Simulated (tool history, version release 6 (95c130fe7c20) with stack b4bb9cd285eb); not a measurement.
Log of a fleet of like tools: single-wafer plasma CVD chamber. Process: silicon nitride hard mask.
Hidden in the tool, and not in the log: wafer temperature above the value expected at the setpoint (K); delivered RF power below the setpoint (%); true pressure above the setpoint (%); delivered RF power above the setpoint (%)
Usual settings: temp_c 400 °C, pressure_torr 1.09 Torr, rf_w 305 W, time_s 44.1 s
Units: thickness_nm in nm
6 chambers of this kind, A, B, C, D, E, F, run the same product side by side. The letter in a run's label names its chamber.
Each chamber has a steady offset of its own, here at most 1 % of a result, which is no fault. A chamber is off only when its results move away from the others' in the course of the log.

run,hour,temp_c,pressure_torr,rf_w,time_s,hours since the last thermocouple change,hours since the last RF generator calibration,hours since the last manometer calibration,"read-back reference wafer on the same gauge, thickness_nm",thickness_nm
1E,8.4,400,1.09,305,44.1,583.1,596.3,99.8,37.867,45.795
2C,19.3,400,1.09,305,44.1,796.8,815.4,1307.1,37.896,45.695
3A,28.8,400,1.09,305,44.1,211.8,1596.5,772.4,37.957,46.117
4D,39.9,400,1.09,305,44.1,824.3,92.4,1073.5,37.926,45.81
5F,47.9,400,1.32,305,38.1,2486.2,257.7,246,37.874,42.076
6B,57.7,400,1.32,305,38.1,304.4,411.3,1518.2,37.933,41.958
7A,64.7,400,1.32,305,38.1,247.7,1632.4,808.3,37.902,42.24
8D,77.5,400,1.32,305,38.1,861.9,130,1111.1,37.847,41.583
9C,88.4,400,1.32,305,38.1,865.9,884.5,1376.2,37.928,42.39
10E,99.6,400,1.32,305,38.1,674.3,687.5,191,37.878,41.775
11F,105.4,400,1.09,305,44.1,2543.7,315.2,303.5,37.924,45.774
12B,115.4,400,1.09,305,44.1,362.1,469,1575.9,37.902,45.467
13D,122.6,400,1.09,305,44.1,907,175.1,1156.2,37.931,45.307
14B,128.2,413,1.09,250,44.1,374.9,481.8,1588.7,37.865,39.348
15F,136.1,413,1.09,250,44.1,2574.4,345.9,334.2,37.933,39.762
16E,143.5,413,1.09,250,44.1,718.2,731.4,234.9,37.879,39.644
17C,151.7,413,1.09,250,44.1,929.2,947.8,1439.5,37.898,39.656
# hour 161.9: chamber A: capacitance manometer re-zeroed and calibrated
18A,164.6,413,1.09,250,44.1,347.6,1732.3,2.7,37.883,39.883
19F,175.8,413,1.09,250,44.1,2614.1,385.6,373.9,37.847,39.383
20A,184.5,400,1.09,305,44.1,367.5,1752.2,22.6,37.868,45.909
21C,191.2,400,1.09,305,44.1,968.7,987.3,1479,37.904,46.073
22D,197.4,400,1.09,350,51.6,981.8,249.9,1231,37.914,58.352
23B,207.4,400,1.09,350,51.6,454.1,561,1667.9,37.874,58.408
24E,214.1,400,1.09,350,51.6,788.8,802,305.5,37.883,58.666
25F,222.4,400,1.09,350,51.6,2660.7,432.2,420.5,37.929,58.423
26C,229.7,400,1.09,350,51.6,1007.2,1025.8,1517.5,37.915,58.801
27E,236.2,400,1.09,350,51.6,810.9,824.1,327.6,37.856,58.376
28B,242.5,400,1.09,305,44.1,489.2,596.1,1703,37.909,45.972
29D,251.9,400,1.09,305,44.1,1036.3,304.4,1285.5,37.887,45.31
30A,263.3,400,1.09,305,44.1,446.3,1831,101.4,37.921,45.493
31C,270.9,400,1.09,305,44.1,1048.4,1067,1558.7,37.907,46.217
32A,282.3,400,1.09,305,44.1,465.3,1850,120.4,37.894,45.677
33B,293.5,391,1.31,305,44.1,540.2,647.1,1754,37.894,48.839
34E,300.9,391,1.31,305,44.1,875.6,888.8,392.3,37.93,48.581
35D,307.2,391,1.31,305,44.1,1091.6,359.7,1340.8,37.921,48.246
36F,315.1,391,1.31,305,44.1,2753.4,524.9,513.2,37.912,48.909

What goes on in this fleet: one chamber off, a drifting gauge, or nothing beyond the chambers' own small offsets? Name the chamber and the cause, if any.

No chamber stands off beyond its own small offset, and the gauge holds steady.
